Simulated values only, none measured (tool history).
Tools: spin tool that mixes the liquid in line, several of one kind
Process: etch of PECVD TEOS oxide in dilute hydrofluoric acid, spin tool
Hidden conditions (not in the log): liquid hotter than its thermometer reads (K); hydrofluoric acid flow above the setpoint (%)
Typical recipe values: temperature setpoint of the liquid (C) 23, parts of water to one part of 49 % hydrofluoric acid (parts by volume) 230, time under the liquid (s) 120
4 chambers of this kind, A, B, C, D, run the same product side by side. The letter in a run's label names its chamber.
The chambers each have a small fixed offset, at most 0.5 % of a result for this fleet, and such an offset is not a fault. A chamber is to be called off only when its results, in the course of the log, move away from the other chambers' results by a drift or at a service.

run,hour,temperature setpoint of the liquid (C),parts of water to one part of 49 % hydrofluoric acid (parts by volume),time under the liquid (s),hours since the thermometer was replaced,hours since the hydrofluoric acid flow meter was replaced,"read-back film thickness of the PECVD TEOS oxide reference wafer, read on the same gauge (nm)",thickness taken off the PECVD TEOS oxide on a monitor wafer (Å)
1D,2.6,23,230,120,1649.4,1179.8,90.023,50.58
2A,6.2,23,230,120,265.9,200.2,89.971,50.773
3B,10.7,23,230,120,1416.4,36.6,90.005,49.913
4C,14.3,23,230,120,1815.2,849,89.962,50.814
5C,18.8,23,230,55,1819.7,853.5,90.005,23.172
6B,23.1,23,230,55,1428.8,49,89.987,23.169
7D,27.5,23,230,55,1674.3,1204.7,89.957,22.955
8A,31.6,23,230,55,291.3,225.6,89.974,23.35
9C,35,23,230,120,1835.9,869.7,89.962,49.962
10B,37.5,23,230,120,1443.2,63.4,89.958,49.743
11D,41,23,290,85,1687.8,1218.2,90.014,26.367
12A,44.2,23,290,85,303.9,238.2,90.023,26.673
13A,46.9,23,290,85,306.6,240.9,90.004,26.874
14C,50,23,290,85,1850.9,884.7,90.006,26.875
15D,55.3,23,230,120,1702.1,1232.5,89.985,50.044
16B,60.6,23,305,85,1466.3,86.5,90.025,25.196
17A,63.6,23,305,85,323.3,257.6,90.03,24.685
18B,67.1,23,305,85,1472.8,93,90.053,24.574
19C,71.3,23,305,85,1872.2,906,89.942,25.447
20D,76.4,23,230,120,1723.2,1253.6,90.029,50.498
# hour 81: chamber C: hydrofluoric acid flow meter replaced
21C,81.5,23,230,120,1882.4,0.6,90.006,49.652
22B,85.6,23,230,120,1491.3,111.5,90.043,49.831
23A,88.6,23,230,120,348.3,282.6,89.975,49.731
24D,92.6,23,230,120,1739.4,1269.8,89.99,50.609
25C,97.6,23,230,120,1898.5,16.7,89.988,49.225
26A,102.1,23,230,120,361.8,296.1,89.993,49.877
27D,104.6,23,230,120,1751.4,1281.8,90.049,51.294
28B,109.1,23,230,120,1514.8,135,90.002,50.841
29D,112.1,23,230,120,1758.9,1289.3,90.029,51.47
30A,116.5,23,230,120,376.2,310.5,90.012,50.48
31B,119.4,23,230,120,1525.1,145.3,89.994,50.085
32C,122.9,23,230,120,1923.8,42,89.967,50.378
33D,125.9,23,160,155,1772.7,1303.1,89.965,103.81
34B,130.9,23,160,155,1536.6,156.8,90.033,99.936
35A,133.6,23,160,155,393.3,327.6,89.992,100.97
36C,138.4,23,160,155,1939.3,57.5,90.047,99.538
37B,143,23,230,170,1548.7,168.9,90.024,71.303
38D,147.5,23,230,170,1794.3,1324.7,90.027,74.354
39C,150,23,230,170,1950.9,69.1,89.986,69.905
40A,152.9,23,230,170,412.6,346.9,90.047,70.399
41D,156.5,23,230,120,1803.3,1333.7,89.966,52.727
42A,159.6,23,230,120,419.3,353.6,89.969,50.759
43B,162,23,230,120,1567.7,187.9,90.027,49.79

Has any chamber moved away from the others, gradually or after a service, or does the common gauge drift, or do the chambers differ only by their own small steady offsets? State the chamber and the most likely cause if one applies.

It is chamber D that slowly wanders off from its peers.
What lies behind it: hydrofluoric acid flow above the setpoint (%) = 5.18.
From this log alone, it may not be told apart from: liquid hotter than its thermometer reads (K).

Which of the 4 candidates below, each the usual settings with something changed and its results left as question marks, puts chamber D back in line with what the other chambers give on the usual settings?
In line means no further than this from the other chambers' mean on the usual settings: thickness taken off the PECVD TEOS oxide on a monitor wafer (Å) 1.6
44D-1,165.9,23,255,120,,,,?
44D-2,165.9,23,220,120,,,,?
44D-3,165.9,23,205,120,,,,?
44D-4,165.9,21,230,120,,,,?

What the other chambers average on the usual settings: thickness taken off the PECVD TEOS oxide on a monitor wafer (Å) 50.074
run,thickness taken off the PECVD TEOS oxide on a monitor wafer (Å)
44D-1,47.229
44D-2,56.639
44D-3,61.702
44D-4,49.735
With 44D-4, the chamber falls back in line with the rest.

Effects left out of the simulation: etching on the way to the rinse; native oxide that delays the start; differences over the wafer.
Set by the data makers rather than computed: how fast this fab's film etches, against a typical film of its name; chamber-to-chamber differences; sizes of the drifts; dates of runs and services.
